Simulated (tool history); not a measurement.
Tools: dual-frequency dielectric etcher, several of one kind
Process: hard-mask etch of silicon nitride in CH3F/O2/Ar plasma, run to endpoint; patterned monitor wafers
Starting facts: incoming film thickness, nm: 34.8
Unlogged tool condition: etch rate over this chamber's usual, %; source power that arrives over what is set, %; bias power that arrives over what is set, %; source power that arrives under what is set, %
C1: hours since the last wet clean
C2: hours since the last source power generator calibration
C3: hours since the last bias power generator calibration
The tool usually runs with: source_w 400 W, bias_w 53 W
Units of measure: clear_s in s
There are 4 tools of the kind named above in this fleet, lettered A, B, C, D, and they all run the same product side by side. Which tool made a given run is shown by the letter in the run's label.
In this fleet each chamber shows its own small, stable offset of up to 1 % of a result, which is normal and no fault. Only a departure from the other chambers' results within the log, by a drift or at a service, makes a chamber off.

run 1B hour=9 | source_w=400 bias_w=53 | C1=164.2 C2=3581.1 C3=1405.1 | clear_s=56.816
run 2D hour=15.6 | source_w=400 bias_w=53 | C1=201.1 C2=3171.5 C3=2154.6 | clear_s=55.605
run 3C hour=24.5 | source_w=400 bias_w=53 | C1=167.9 C2=684.2 C3=2848.5 | clear_s=55.96
run 4A hour=33.5 | source_w=400 bias_w=53 | C1=380.6 C2=427.8 C3=2853.6 | clear_s=55.195
run 5D hour=41 | source_w=400 bias_w=53 | C1=226.5 C2=3196.9 C3=2180 | clear_s=55.837
run 6A hour=45.5 | source_w=400 bias_w=53 | C1=392.6 C2=439.8 C3=2865.6 | clear_s=55.982
run 7C hour=50.9 | source_w=400 bias_w=53 | C1=194.3 C2=710.6 C3=2874.9 | clear_s=56.13
run 8B hour=57.3 | source_w=400 bias_w=53 | C1=212.5 C2=3629.4 C3=1453.4 | clear_s=56.119
run 9A hour=65.4 | source_w=360 bias_w=48 | C1=412.5 C2=459.7 C3=2885.5 | clear_s=58.808
run 10B hour=75.2 | source_w=360 bias_w=48 | C1=230.4 C2=3647.3 C3=1471.3 | clear_s=60.105
run 11D hour=81.1 | source_w=360 bias_w=48 | C1=266.6 C2=3237 C3=2220.1 | clear_s=59.881
run 12C hour=86 | source_w=360 bias_w=48 | C1=229.4 C2=745.7 C3=2910 | clear_s=60.698
run 13C hour=96.1 | source_w=400 bias_w=53 | C1=239.5 C2=755.8 C3=2920.1 | clear_s=56.215
run 14B hour=102.6 | source_w=400 bias_w=53 | C1=257.8 C2=3674.7 C3=1498.7 | clear_s=56.956
run 15A hour=112.6 | source_w=400 bias_w=53 | C1=459.7 C2=506.9 C3=2932.7 | clear_s=55.673
run 16D hour=118.3 | source_w=400 bias_w=53 | C1=303.8 C2=3274.2 C3=2257.3 | clear_s=55.417
-- hour=122.7 chamber C: bias power generator calibrated
run 17C hour=125.6 | source_w=400 bias_w=53 | C1=269 C2=785.3 C3=2.9 | clear_s=55.806
run 18B hour=130.8 | source_w=400 bias_w=53 | C1=286 C2=3702.9 C3=1526.9 | clear_s=56.627
run 19D hour=137.1 | source_w=400 bias_w=53 | C1=322.6 C2=3293 C3=2276.1 | clear_s=56.242
run 20A hour=146.7 | source_w=400 bias_w=53 | C1=493.8 C2=541 C3=2966.8 | clear_s=55.342
-- hour=146.9 chamber A: wet clean of the chamber
-- hour=152.3 chamber D: wet clean of the chamber
run 21A hour=155.9 | source_w=400 bias_w=53 | C1=9.1 C2=550.2 C3=2976 | clear_s=54.923
run 22D hour=164.2 | source_w=470 bias_w=62 | C1=11.9 C2=3320.1 C3=2303.2 | clear_s=49.435
run 23C hour=174.1 | source_w=470 bias_w=62 | C1=317.5 C2=833.8 C3=51.4 | clear_s=50.688
run 24B hour=182.9 | source_w=470 bias_w=62 | C1=338.1 C2=3755 C3=1579 | clear_s=49.773
run 25B hour=192.9 | source_w=470 bias_w=62 | C1=348.1 C2=3765 C3=1589 | clear_s=50.362
run 26C hour=198.8 | source_w=400 bias_w=53 | C1=342.2 C2=858.5 C3=76.1 | clear_s=55.624
run 27A hour=207.2 | source_w=400 bias_w=53 | C1=60.4 C2=601.5 C3=3027.3 | clear_s=55.458
run 28D hour=212.1 | source_w=400 bias_w=53 | C1=59.8 C2=3368 C3=2351.1 | clear_s=55.372
run 29A hour=222.1 | source_w=440 bias_w=46 | C1=75.3 C2=616.4 C3=3042.2 | clear_s=55.832
run 30B hour=228.2 | source_w=440 bias_w=46 | C1=383.4 C2=3800.3 C3=1624.3 | clear_s=56.234
run 31D hour=234.5 | source_w=440 bias_w=46 | C1=82.2 C2=3390.4 C3=2373.5 | clear_s=56.972
run 32C hour=240 | source_w=440 bias_w=46 | C1=383.4 C2=899.7 C3=117.3 | clear_s=56.707
run 33C hour=248.6 | source_w=400 bias_w=53 | C1=392 C2=908.3 C3=125.9 | clear_s=55.945
run 34B hour=257.5 | source_w=400 bias_w=53 | C1=412.7 C2=3829.6 C3=1653.6 | clear_s=55.511
run 35A hour=266.7 | source_w=400 bias_w=53 | C1=119.9 C2=661 C3=3086.8 | clear_s=55.202
run 36D hour=273.7 | source_w=310 bias_w=53 | C1=121.4 C2=3429.6 C3=2412.7 | clear_s=63.115
run 37B hour=282.1 | source_w=310 bias_w=53 | C1=437.3 C2=3854.2 C3=1678.2 | clear_s=62.805
run 38A hour=288.7 | source_w=310 bias_w=53 | C1=141.9 C2=683 C3=3108.8 | clear_s=61.121
run 39C hour=298.1 | source_w=310 bias_w=53 | C1=441.5 C2=957.8 C3=175.4 | clear_s=62.183
run 40D hour=306.4 | source_w=460 bias_w=53 | C1=154.1 C2=3462.3 C3=2445.4 | clear_s=53.544
run 41B hour=312.5 | source_w=460 bias_w=53 | C1=467.7 C2=3884.6 C3=1708.6 | clear_s=53.23

Predict what each chamber gives when all 4 of them run the settings below next.
run 42A hour=319.7 | source_w=400 bias_w=53 | clear_s=?
run 42B hour=319.7 | source_w=400 bias_w=53 | clear_s=?
run 42C hour=319.7 | source_w=400 bias_w=53 | clear_s=?
run 42D hour=319.7 | source_w=400 bias_w=53 | clear_s=?

run=42A clear_s=56.449
run=42B clear_s=56.124
run=42C clear_s=56.502
run=42D clear_s=56.346
